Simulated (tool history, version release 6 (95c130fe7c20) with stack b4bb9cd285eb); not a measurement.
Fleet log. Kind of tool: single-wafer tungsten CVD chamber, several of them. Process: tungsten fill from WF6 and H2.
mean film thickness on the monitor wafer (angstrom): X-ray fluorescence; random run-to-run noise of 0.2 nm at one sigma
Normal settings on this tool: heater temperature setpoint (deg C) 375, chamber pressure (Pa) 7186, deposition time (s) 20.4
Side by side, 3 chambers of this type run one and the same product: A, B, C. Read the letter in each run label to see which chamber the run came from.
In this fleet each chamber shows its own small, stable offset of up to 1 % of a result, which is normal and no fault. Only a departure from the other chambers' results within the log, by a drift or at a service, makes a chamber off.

run,hour,heater temperature setpoint (deg C),chamber pressure (Pa),deposition time (s),hours since the last thermocouple change,hours since the last manometer calibration,"read-back reference wafer on the same gauge, thickness_nm",mean film thickness on the monitor wafer (angstrom)
1A,10.5,375,7186,20.4,1049.5,465.1,53.495,468.42
2C,21.6,375,7186,20.4,389.8,151.5,53.468,470.58
3B,30.9,375,7186,20.4,915.5,1335.3,53.544,476.22
4B,37.6,375,7186,20.4,922.2,1342.0,53.469,476.96
5C,44.2,375,7186,20.4,412.4,174.1,53.494,473.10
6A,51.5,375,5786,20.4,1090.5,506.1,53.509,427.41
7B,64.7,375,5786,20.4,949.3,1369.1,53.446,430.61
8A,75.1,375,5786,20.4,1114.1,529.7,53.477,427.44
9C,89.0,375,7186,20.4,457.2,218.9,53.512,471.68
10C,103.3,375,7186,20.4,471.5,233.2,53.501,473.00
11B,113.2,380,7186,18.1,997.8,1417.6,53.503,465.39
12A,126.2,380,7186,18.1,1165.2,580.8,53.539,465.41
13C,139.3,380,7186,18.1,507.5,269.2,53.567,462.54
14A,149.5,375,5999,20.4,1188.5,604.1,53.471,435.45
15B,164.0,375,5999,20.4,1048.6,1468.4,53.445,436.80
16C,173.7,375,5999,20.4,541.9,303.6,53.473,435.83
17B,187.3,375,7186,20.4,1071.9,1491.7,53.528,476.43
18A,200.7,365,7186,16.6,1239.7,655.3,53.529,308.56
19B,207.3,365,7186,16.6,1091.9,1511.7,53.488,313.73
20C,213.6,365,7186,16.6,581.8,343.5,53.540,311.17
21A,220.4,375,7186,20.4,1259.4,675.0,53.486,473.89
22A,234.7,375,7186,20.4,1273.7,689.3,53.559,472.08
23C,248.8,375,7186,20.4,617.0,378.7,53.487,473.18
24B,261.9,375,7186,20.4,1146.5,1566.3,53.512,473.71
25C,274.0,375,7186,20.4,642.2,403.9,53.476,470.78
26B,284.9,375,7186,20.4,1169.5,1589.3,53.459,470.97
27A,297.2,375,7186,20.4,1336.2,751.8,53.484,470.84
28C,307.7,375,7186,20.4,675.9,437.6,53.499,473.71
29B,322.3,375,7186,20.4,1206.9,1626.7,53.519,475.51
30A,329.4,375,7186,20.4,1368.4,784.0,53.500,471.96
31C,343.4,375,7186,18.8,711.6,473.3,53.489,434.63
32A,358.0,375,7186,18.8,1397.0,812.6,53.536,435.20
33B,368.7,375,7186,18.8,1253.3,1673.1,53.512,439.29
34A,377.3,375,7186,20.4,1416.3,831.9,53.489,476.73
35B,383.8,375,7186,20.4,1268.4,1688.2,53.492,477.64
36C,392.2,375,7186,23.7,760.4,522.1,53.454,550.38
37A,399.4,375,7186,23.7,1438.4,854.0,53.490,545.31
38C,406.4,375,7186,23.7,774.6,536.3,53.482,548.99
# hour 414.8: chamber B: thermocouple changed; heater temperature recalibrated
39B,420.4,375,7186,18.2,5.7,1724.8,53.487,420.03
40C,431.9,375,7186,18.2,800.1,561.8,53.458,421.75
41A,444.8,375,7186,18.2,1483.8,899.4,53.457,419.60

All chambers now run identical settings, listed one chamber a line with results as question marks. What results will each chamber show?
42A,455.3,375,7186,20.4,,,,?
42B,455.3,375,7186,20.4,,,,?
42C,455.3,375,7186,20.4,,,,?

run,mean film thickness on the monitor wafer (angstrom)
42A,469.16
42B,472.82
42C,469.35
